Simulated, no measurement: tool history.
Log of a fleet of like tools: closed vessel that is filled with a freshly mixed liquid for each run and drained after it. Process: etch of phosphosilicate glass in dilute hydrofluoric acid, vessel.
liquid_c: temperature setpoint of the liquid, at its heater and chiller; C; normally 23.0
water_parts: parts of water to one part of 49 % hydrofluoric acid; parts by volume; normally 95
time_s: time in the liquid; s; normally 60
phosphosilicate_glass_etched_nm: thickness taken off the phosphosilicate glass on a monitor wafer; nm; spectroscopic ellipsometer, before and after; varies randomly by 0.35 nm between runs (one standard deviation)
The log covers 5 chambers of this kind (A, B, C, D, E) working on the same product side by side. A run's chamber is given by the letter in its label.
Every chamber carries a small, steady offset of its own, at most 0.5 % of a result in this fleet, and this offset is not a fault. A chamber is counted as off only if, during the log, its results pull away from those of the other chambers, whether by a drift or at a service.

| run | hour | liquid_c | water_parts | time_s | read-back film thickness of the phosphosilicate glass reference wafer, read on the same gauge (nm) | phosphosilicate_glass_etched_nm |
|---|---|---|---|---|---|---|
| 1D | 6.0 | 23.0 | 95 | 60 | 39.991 | 69.455 |
|  | 6.9 | chamber B: hydrofluoric acid flow meter replaced |
|  | 9.2 | chamber C: hydrofluoric acid flow meter replaced |
| 2C | 10.3 | 23.0 | 95 | 60 | 40.018 | 69.779 |
| 3B | 15.7 | 23.0 | 95 | 60 | 39.991 | 70.046 |
| 4A | 21.9 | 23.0 | 95 | 60 | 40.010 | 68.719 |
| 5E | 25.0 | 23.0 | 95 | 60 | 39.992 | 69.643 |
| 6C | 31.4 | 23.0 | 95 | 60 | 40.008 | 69.761 |
| 7E | 34.8 | 23.0 | 95 | 60 | 40.029 | 69.823 |
| 8B | 40.3 | 23.0 | 95 | 60 | 39.992 | 69.792 |
| 9A | 44.6 | 23.0 | 95 | 60 | 39.968 | 70.100 |
| 10D | 48.1 | 23.0 | 95 | 60 | 39.977 | 69.880 |
| 11C | 51.5 | 23.0 | 95 | 60 | 39.995 | 69.856 |
| 12E | 57.8 | 23.0 | 95 | 60 | 39.989 | 70.146 |
| 13B | 61.4 | 23.0 | 95 | 60 | 39.987 | 70.231 |
| 14A | 67.0 | 18.5 | 95 | 60 | 39.959 | 58.234 |
| 15D | 72.3 | 18.5 | 95 | 60 | 39.959 | 57.296 |
| 16E | 76.7 | 18.5 | 95 | 60 | 39.976 | 57.660 |
| 17D | 82.8 | 18.5 | 95 | 60 | 39.996 | 57.763 |
| 18B | 89.3 | 18.5 | 95 | 60 | 40.018 | 58.427 |
| 19C | 95.1 | 23.0 | 95 | 60 | 39.945 | 69.894 |
| 20A | 100.1 | 23.0 | 95 | 60 | 39.994 | 70.025 |
| 21C | 104.0 | 23.0 | 95 | 60 | 39.986 | 69.569 |
| 22E | 109.3 | 23.0 | 95 | 60 | 40.016 | 68.634 |
|  | 112.4 | chamber E: thermometer replaced |
| 23A | 115.5 | 23.0 | 95 | 60 | 40.056 | 70.130 |
| 24D | 120.5 | 23.0 | 95 | 60 | 40.009 | 69.530 |
|  | 122.5 | chamber A: hydrofluoric acid flow meter replaced |
| 25B | 123.8 | 23.0 | 95 | 60 | 39.951 | 69.270 |
| 26E | 127.4 | 23.0 | 95 | 60 | 40.010 | 69.818 |
| 27D | 131.8 | 23.0 | 50 | 60 | 40.010 | 140.050 |
| 28C | 135.2 | 23.0 | 50 | 60 | 39.964 | 141.510 |
| 29B | 139.4 | 23.0 | 50 | 60 | 40.010 | 139.590 |
| 30A | 142.8 | 23.0 | 50 | 60 | 40.015 | 140.420 |
| 31E | 148.9 | 23.0 | 50 | 60 | 40.005 | 141.570 |
| 32D | 154.2 | 23.0 | 95 | 60 | 40.032 | 69.194 |

What goes on in this fleet: one chamber off, a drifting gauge, or nothing beyond the chambers' own small offsets? Name the chamber and the cause, if any.

The fleet is healthy, with each chamber sitting at its usual small offset and no drift in the gauge.
